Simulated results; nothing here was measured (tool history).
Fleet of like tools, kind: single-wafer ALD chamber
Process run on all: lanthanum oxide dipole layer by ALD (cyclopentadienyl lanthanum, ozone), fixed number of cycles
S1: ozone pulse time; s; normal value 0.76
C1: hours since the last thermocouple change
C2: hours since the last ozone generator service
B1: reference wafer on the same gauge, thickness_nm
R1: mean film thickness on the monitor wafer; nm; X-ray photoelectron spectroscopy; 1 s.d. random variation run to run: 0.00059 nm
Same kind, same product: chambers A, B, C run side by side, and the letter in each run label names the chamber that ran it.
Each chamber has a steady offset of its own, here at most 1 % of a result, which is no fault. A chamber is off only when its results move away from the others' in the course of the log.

Run 1A, hour 7.6: usual settings; C1 501.5; C2 1762.4; B1 0.43318. Result: R1 0.45104 nm.
Run 2C, hour 12: usual settings; C1 392.4; C2 1406.3; B1 0.43313. Result: R1 0.45227 nm.
At hour 13.3: chamber A: ozone generator serviced.
Run 3B, hour 16.3: usual settings; C1 1916.2; C2 30.1; B1 0.43297. Result: R1 0.45668 nm.
Run 4B, hour 23.1: usual settings; C1 1923; C2 36.9; B1 0.43324. Result: R1 0.45581 nm.
Run 5C, hour 31.2: usual settings; C1 411.6; C2 1425.5; B1 0.43335. Result: R1 0.45163 nm.
Run 6A, hour 36.3: usual settings; C1 530.2; C2 23.1; B1 0.43342. Result: R1 0.45022 nm.
Run 7A, hour 43.3: usual settings; C1 537.2; C2 30.1; B1 0.4335. Result: R1 0.451 nm.
Run 8B, hour 48.5: usual settings but S1 0.55 s; C1 1948.4; C2 62.3; B1 0.43357. Result: R1 0.38845 nm.
Run 9C, hour 54.1: usual settings but S1 0.55 s; C1 434.5; C2 1448.4; B1 0.43348. Result: R1 0.38528 nm.
Run 10B, hour 59.6: usual settings but S1 0.55 s; C1 1959.5; C2 73.4; B1 0.43376. Result: R1 0.38924 nm.
Run 11C, hour 68.3: usual settings but S1 0.56 s; C1 448.7; C2 1462.6; B1 0.43385. Result: R1 0.39032 nm.
Run 12A, hour 74.9: usual settings but S1 0.56 s; C1 568.8; C2 61.7; B1 0.43376. Result: R1 0.38711 nm.
Run 13C, hour 79.1: usual settings but S1 0.56 s; C1 459.5; C2 1473.4; B1 0.43383. Result: R1 0.39013 nm.
Run 14A, hour 85.5: usual settings; C1 579.4; C2 72.3; B1 0.43402. Result: R1 0.45181 nm.
Run 15B, hour 93.7: usual settings; C1 1993.6; C2 107.5; B1 0.43401. Result: R1 0.45776 nm.
Run 16B, hour 101.1: usual settings; C1 2001; C2 114.9; B1 0.43401. Result: R1 0.45725 nm.
Run 17C, hour 108.3: usual settings but S1 0.9 s; C1 488.7; C2 1502.6; B1 0.4342. Result: R1 0.48531 nm.
Run 18A, hour 113.7: usual settings but S1 0.9 s; C1 607.6; C2 100.5; B1 0.43406. Result: R1 0.48409 nm.
Run 19C, hour 121.9: usual settings but S1 0.9 s; C1 502.3; C2 1516.2; B1 0.43428. Result: R1 0.48437 nm.
Run 20B, hour 129.8: usual settings; C1 2029.7; C2 143.6; B1 0.43427. Result: R1 0.4584 nm.
Run 21A, hour 135.8: usual settings; C1 629.7; C2 122.6; B1 0.43435. Result: R1 0.45258 nm.
Run 22B, hour 142.9: usual settings but S1 0.96 s; C1 2042.8; C2 156.7; B1 0.4344. Result: R1 0.50081 nm.
Run 23A, hour 147.5: usual settings but S1 0.96 s; C1 641.4; C2 134.3; B1 0.4344. Result: R1 0.49426 nm.
Run 24C, hour 154.3: usual settings but S1 0.96 s; C1 534.7; C2 1548.6; B1 0.43473. Result: R1 0.4959 nm.
Run 25B, hour 160.4: usual settings; C1 2060.3; C2 174.2; B1 0.43468. Result: R1 0.458 nm.
Run 26A, hour 166.6: usual settings but S1 0.5 s; C1 660.5; C2 153.4; B1 0.43474. Result: R1 0.36412 nm.
Run 27C, hour 175.3: usual settings but S1 0.5 s; C1 555.7; C2 1569.6; B1 0.43474. Result: R1 0.36651 nm.
Run 28C, hour 182.3: usual settings but S1 0.5 s; C1 562.7; C2 1576.6; B1 0.43499. Result: R1 0.36691 nm.
Run 29B, hour 190.8: usual settings; C1 2090.7; C2 204.6; B1 0.43485. Result: R1 0.4578 nm.
Run 30A, hour 196.4: usual settings; C1 690.3; C2 183.2; B1 0.43513. Result: R1 0.45314 nm.
Run 31C, hour 201.4: usual settings; C1 581.8; C2 1595.7; B1 0.43508. Result: R1 0.45441 nm.
Run 32A, hour 209: usual settings but S1 0.89 s; C1 702.9; C2 195.8; B1 0.43523. Result: R1 0.48376 nm.
Run 33B, hour 217.4: usual settings but S1 0.89 s; C1 2117.3; C2 231.2; B1 0.43521. Result: R1 0.48883 nm.

Which is it: a chamber that has drifted or been left off by a service, a gauge drift common to all chambers, or only each chamber's usual small offset? If a chamber is off, name it and its likeliest cause.

None of the chambers is off. What moves is the gauge, dragging all their readings along together.
What lies behind it: gauge reads high (%) = 0.539.

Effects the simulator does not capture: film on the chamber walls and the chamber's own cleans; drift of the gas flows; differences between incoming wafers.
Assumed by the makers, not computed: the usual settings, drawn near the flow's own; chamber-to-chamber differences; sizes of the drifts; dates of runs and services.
